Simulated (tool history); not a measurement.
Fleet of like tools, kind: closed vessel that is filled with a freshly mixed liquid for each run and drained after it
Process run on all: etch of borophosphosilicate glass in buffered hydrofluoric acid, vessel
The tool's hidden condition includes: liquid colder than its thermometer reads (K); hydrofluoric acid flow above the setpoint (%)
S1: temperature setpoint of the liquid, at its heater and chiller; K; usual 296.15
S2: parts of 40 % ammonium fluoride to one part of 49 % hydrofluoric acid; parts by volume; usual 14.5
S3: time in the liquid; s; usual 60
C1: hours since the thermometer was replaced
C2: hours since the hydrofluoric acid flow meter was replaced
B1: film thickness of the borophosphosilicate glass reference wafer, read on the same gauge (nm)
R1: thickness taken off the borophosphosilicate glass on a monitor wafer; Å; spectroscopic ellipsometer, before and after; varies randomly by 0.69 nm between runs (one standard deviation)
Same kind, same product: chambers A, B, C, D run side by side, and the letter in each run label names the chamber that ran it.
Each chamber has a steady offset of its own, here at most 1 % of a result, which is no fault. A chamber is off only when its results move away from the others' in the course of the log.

run 1A hour=3.9 | S1=296.15 S2=14.5 S3=60 | C1=242.2 C2=686.9 | B1=29.962 | R1=997.68
run 2D hour=7.5 | S1=296.15 S2=14.5 S3=60 | C1=983.0 C2=125.3 | B1=30.004 | R1=999.88
run 3B hour=11.4 | S1=296.15 S2=14.5 S3=60 | C1=1061.2 C2=1388.9 | B1=30.004 | R1=1008.80
run 4C hour=14.6 | S1=296.15 S2=14.5 S3=60 | C1=1203.2 C2=1126.9 | B1=29.996 | R1=1002.90
run 5D hour=18.5 | S1=296.15 S2=14.5 S3=60 | C1=994.0 C2=136.3 | B1=29.969 | R1=1004.70
run 6A hour=20.7 | S1=296.15 S2=14.5 S3=60 | C1=259.0 C2=703.7 | B1=30.014 | R1=1001.30
run 7B hour=24.1 | S1=296.15 S2=14.5 S3=60 | C1=1073.9 C2=1401.6 | B1=30.001 | R1=1007.50
run 8C hour=26.8 | S1=296.15 S2=14.5 S3=60 | C1=1215.4 C2=1139.1 | B1=29.987 | R1=1015.90
run 9A hour=30.5 | S1=296.15 S2=14.5 S3=60 | C1=268.8 C2=713.5 | B1=30.022 | R1=1002.20
run 10B hour=33.0 | S1=292.15 S2=14.5 S3=30 | C1=1082.8 C2=1410.5 | B1=30.000 | R1=401.18
run 11C hour=36.0 | S1=292.15 S2=14.5 S3=30 | C1=1224.6 C2=1148.3 | B1=29.996 | R1=404.60
run 12D hour=39.5 | S1=292.15 S2=14.5 S3=30 | C1=1015.0 C2=157.3 | B1=30.019 | R1=405.77
run 13D hour=41.6 | S1=292.15 S2=14.5 S3=30 | C1=1017.1 C2=159.4 | B1=29.967 | R1=402.36
run 14B hour=45.4 | S1=296.15 S2=14.5 S3=60 | C1=1095.2 C2=1422.9 | B1=29.977 | R1=1013.50
run 15A hour=50.0 | S1=296.15 S2=16.5 S3=60 | C1=288.3 C2=733.0 | B1=30.017 | R1=876.96
run 16C hour=53.5 | S1=296.15 S2=16.5 S3=60 | C1=1242.1 C2=1165.8 | B1=30.002 | R1=890.30
run 17D hour=56.2 | S1=296.15 S2=16.5 S3=60 | C1=1031.7 C2=174.0 | B1=30.016 | R1=879.67
run 18A hour=59.4 | S1=296.15 S2=16.5 S3=60 | C1=297.7 C2=742.4 | B1=30.026 | R1=875.09
run 19C hour=63.5 | S1=296.15 S2=14.5 S3=60 | C1=1252.1 C2=1175.8 | B1=29.971 | R1=1004.60
run 20B hour=67.5 | S1=296.15 S2=14.5 S3=60 | C1=1117.3 C2=1445.0 | B1=29.964 | R1=1001.30
run 21B hour=72.0 | S1=296.15 S2=14.5 S3=60 | C1=1121.8 C2=1449.5 | B1=29.968 | R1=1004.70
run 22A hour=76.0 | S1=296.15 S2=14.5 S3=60 | C1=314.3 C2=759.0 | B1=30.003 | R1=998.45
run 23C hour=78.3 | S1=292.15 S2=14.5 S3=60 | C1=1266.9 C2=1190.6 | B1=30.016 | R1=803.54
run 24D hour=80.9 | S1=292.15 S2=14.5 S3=60 | C1=1056.4 C2=198.7 | B1=30.002 | R1=796.65

Next, every chamber runs the same settings. What will each give?
run 25A hour=84.2 | S1=296.15 S2=10.5 S3=60 | R1=?
run 25B hour=84.2 | S1=296.15 S2=10.5 S3=60 | R1=?
run 25C hour=84.2 | S1=296.15 S2=10.5 S3=60 | R1=?
run 25D hour=84.2 | S1=296.15 S2=10.5 S3=60 | R1=?

run=25A R1=1392.60
run=25B R1=1374.80
run=25C R1=1382.50
run=25D R1=1399.10
